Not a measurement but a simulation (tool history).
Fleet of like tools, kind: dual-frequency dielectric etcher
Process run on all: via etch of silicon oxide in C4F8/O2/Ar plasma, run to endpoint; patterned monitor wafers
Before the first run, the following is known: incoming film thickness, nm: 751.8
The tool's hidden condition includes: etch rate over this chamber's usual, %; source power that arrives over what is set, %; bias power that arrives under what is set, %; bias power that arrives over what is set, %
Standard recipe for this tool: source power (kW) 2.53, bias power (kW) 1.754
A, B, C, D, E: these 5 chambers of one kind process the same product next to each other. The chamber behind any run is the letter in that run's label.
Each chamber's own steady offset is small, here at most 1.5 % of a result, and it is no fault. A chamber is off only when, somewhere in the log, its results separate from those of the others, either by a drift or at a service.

run,day,source power (kW),bias power (kW),hours since the last wet clean,hours since the last source power generator calibration,hours since the last bias power generator calibration,endpoint time (s)
1A,0.162,2.53,1.754,459.9,2029.9,253.2,141.06
2D,0.275,2.53,1.754,95.9,1217.5,1772.5,142.47
3B,0.412,2.53,1.754,521.3,1611.5,1448.5,138.39
4C,0.542,2.53,1.754,243.3,1541.6,1569.2,143.55
5E,0.721,2.28,2.161,324.9,1155.8,1803.1,137.59
6E,0.875,2.28,2.161,328.6,1159.5,1806.8,139.17
7B,0.958,2.28,2.161,534.4,1624.6,1461.6,136.65
8C,1.15,2.28,2.161,257.9,1556.2,1583.8,141.8
9A,1.246,2.28,2.161,485.9,2055.9,279.2,138.1
10D,1.404,1.93,2.123,123,1244.6,1799.6,149.99
11E,1.588,1.93,2.123,345.7,1176.6,1823.9,147.48
12C,1.733,1.93,2.123,271.9,1570.2,1597.8,148.18
13B,1.871,1.93,2.123,556.3,1646.5,1483.5,144.1
14A,2.05,1.93,2.123,505.2,2075.2,298.5,150.21
15D,2.238,2.53,2.118,143,1264.6,1819.6,131.93
16C,2.325,2.53,2.118,286.1,1584.4,1612,133.7
17E,2.417,2.53,2.118,365.6,1196.5,1843.8,133.51
# day 2.504: chamber B: wet clean of the chamber
# day 2.533: chamber C: bias power generator calibrated
18A,2.542,2.53,2.118,517,2087,310.3,134.7
19D,2.654,2.53,2.118,153,1274.6,1829.6,131.56
20B,2.742,2.53,1.754,5.8,1667.4,1504.4,140.15
21E,2.921,2.16,1.379,377.7,1208.6,1855.9,157.02
22B,3.058,2.16,1.379,13.4,1675,1512,156.99
23A,3.171,2.16,1.379,532.1,2102.1,325.4,158.51
24D,3.271,2.16,1.379,167.8,1289.4,1844.4,162.69
25C,3.379,2.16,1.379,311.4,1609.7,20.4,159.74
26B,3.521,2.53,1.754,24.5,1686.1,1523.1,138.32
27A,3.675,2.53,1.754,544.2,2114.2,337.5,143.16
28E,3.85,2.53,1.754,400,1230.9,1878.2,138.91
29C,4.008,2.53,1.754,326.5,1624.8,35.5,139.2
30D,4.162,2.53,1.754,189.2,1310.8,1865.8,138.74
31C,4.246,2.53,1.754,332.2,1630.5,41.2,141.74
32B,4.417,2.53,1.754,46,1707.6,1544.6,137.89
33D,4.504,2.53,1.754,197.4,1319,1874,139.08
34E,4.683,2.53,1.754,420,1250.9,1898.2,139.17
35A,4.796,2.53,1.754,571.1,2141.1,364.4,141.03
36A,4.908,2.53,1.754,573.8,2143.8,367.1,140.24
37C,5.058,2.53,2.152,351.7,1650,60.7,133.56
38E,5.217,2.53,2.152,432.8,1263.7,1911,131.92

Which is it: a chamber that has drifted or been left off by a service, a gauge drift common to all chambers, or only each chamber's usual small offset? If a chamber is off, name it and its likeliest cause.

No chamber is off and the gauge is stable; the differences are just each chamber's small, constant offset.
